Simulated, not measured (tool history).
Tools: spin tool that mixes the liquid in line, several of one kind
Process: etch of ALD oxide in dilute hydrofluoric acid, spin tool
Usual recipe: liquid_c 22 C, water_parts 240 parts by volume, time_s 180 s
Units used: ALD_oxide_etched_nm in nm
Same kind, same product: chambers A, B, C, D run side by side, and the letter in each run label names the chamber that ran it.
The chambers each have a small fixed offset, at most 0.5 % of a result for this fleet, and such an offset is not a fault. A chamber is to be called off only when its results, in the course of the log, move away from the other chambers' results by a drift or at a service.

run,hour,liquid_c,water_parts,time_s,"read-back film thickness of the ALD oxide reference wafer, read on the same gauge (nm)",ALD_oxide_etched_nm
1B,7.4,22,240,180,120.01,12.134
2D,19.1,22,240,180,120.02,12.012
3C,27.2,22,240,180,120.02,11.905
4A,39.6,22,240,180,119.99,12.164
5C,54.1,22,240,180,120.02,12.001
6D,61.9,22,240,180,120,12.017
7A,71.1,22,240,180,120.01,11.863
8B,85.6,25,240,180,119.98,13.185
9C,95.5,25,240,180,119.99,13.1
10B,103.4,25,240,180,119.99,13.25
11D,110.9,25,240,180,119.99,13.285
12A,121.8,22,240,180,120.01,12.115
13D,136.1,20.5,180,180,119.97,15.877
14A,144,20.5,180,180,120.01,15.821
15C,159.3,20.5,180,180,119.99,15.906
16B,167,20.5,180,180,120,16.122
17C,179.8,22,240,180,120.01,11.583
18D,188,22,240,180,120,11.911
19A,202.9,22,240,180,120.02,12.31
20B,216.4,22,240,180,120,11.98
21D,225.7,22,240,180,120.01,11.795
22A,238,22,240,180,120,12.672
23C,245,22,240,180,119.99,11.919
24B,253.4,22,240,180,120,11.989
25A,263.4,22,240,285,119.98,20.126
26D,275.8,22,240,285,120,18.901
27B,286.4,22,240,285,120,18.864
28C,297.6,22,240,285,119.99,18.621
29A,312.5,22,240,180,120,13.056
30B,323.6,22,240,180,119.99,11.714
31D,332.5,22,240,180,119.99,11.65
32C,347.5,22,240,180,120.01,11.986
33A,360,22,240,180,120,13.18
34C,372.8,22,240,180,120,11.9
35D,382.2,22,240,180,119.99,12.022
36B,393.4,22,240,180,120,11.741

Decide between three cases: one chamber stands off from its peers, the gauge reading all wafers drifts, or nothing is wrong past each chamber's small offset. Where a chamber is off, say which and what most likely put it there.

Little by little, chamber A moves away from the other chambers.
What lies behind it: hydrofluoric acid flow above the setpoint (%) = 9.56.
The log may not tell that from: liquid hotter than its thermometer reads (K).

Below are 4 candidate recipes for chamber A's next run, each the usual settings with a change, their results shown as question marks. Which of them brings A's results back in line with what the other chambers give on the usual settings?
Counts as in line when no further than this from what the other chambers average on the usual settings: ALD_oxide_etched_nm 0.38 nm
37A-1,404.5,22.5,220,180,,?
37A-2,404.5,22,250,180,,?
37A-3,404.5,22,250,170,,?
37A-4,404.5,23,240,180,,?

The other chambers' mean on the usual settings: ALD_oxide_etched_nm 11.908 nm
run,ALD_oxide_etched_nm
37A-1,15.025
37A-2,12.633
37A-3,11.931
37A-4,13.779
37A-3 brings the chamber back in line.
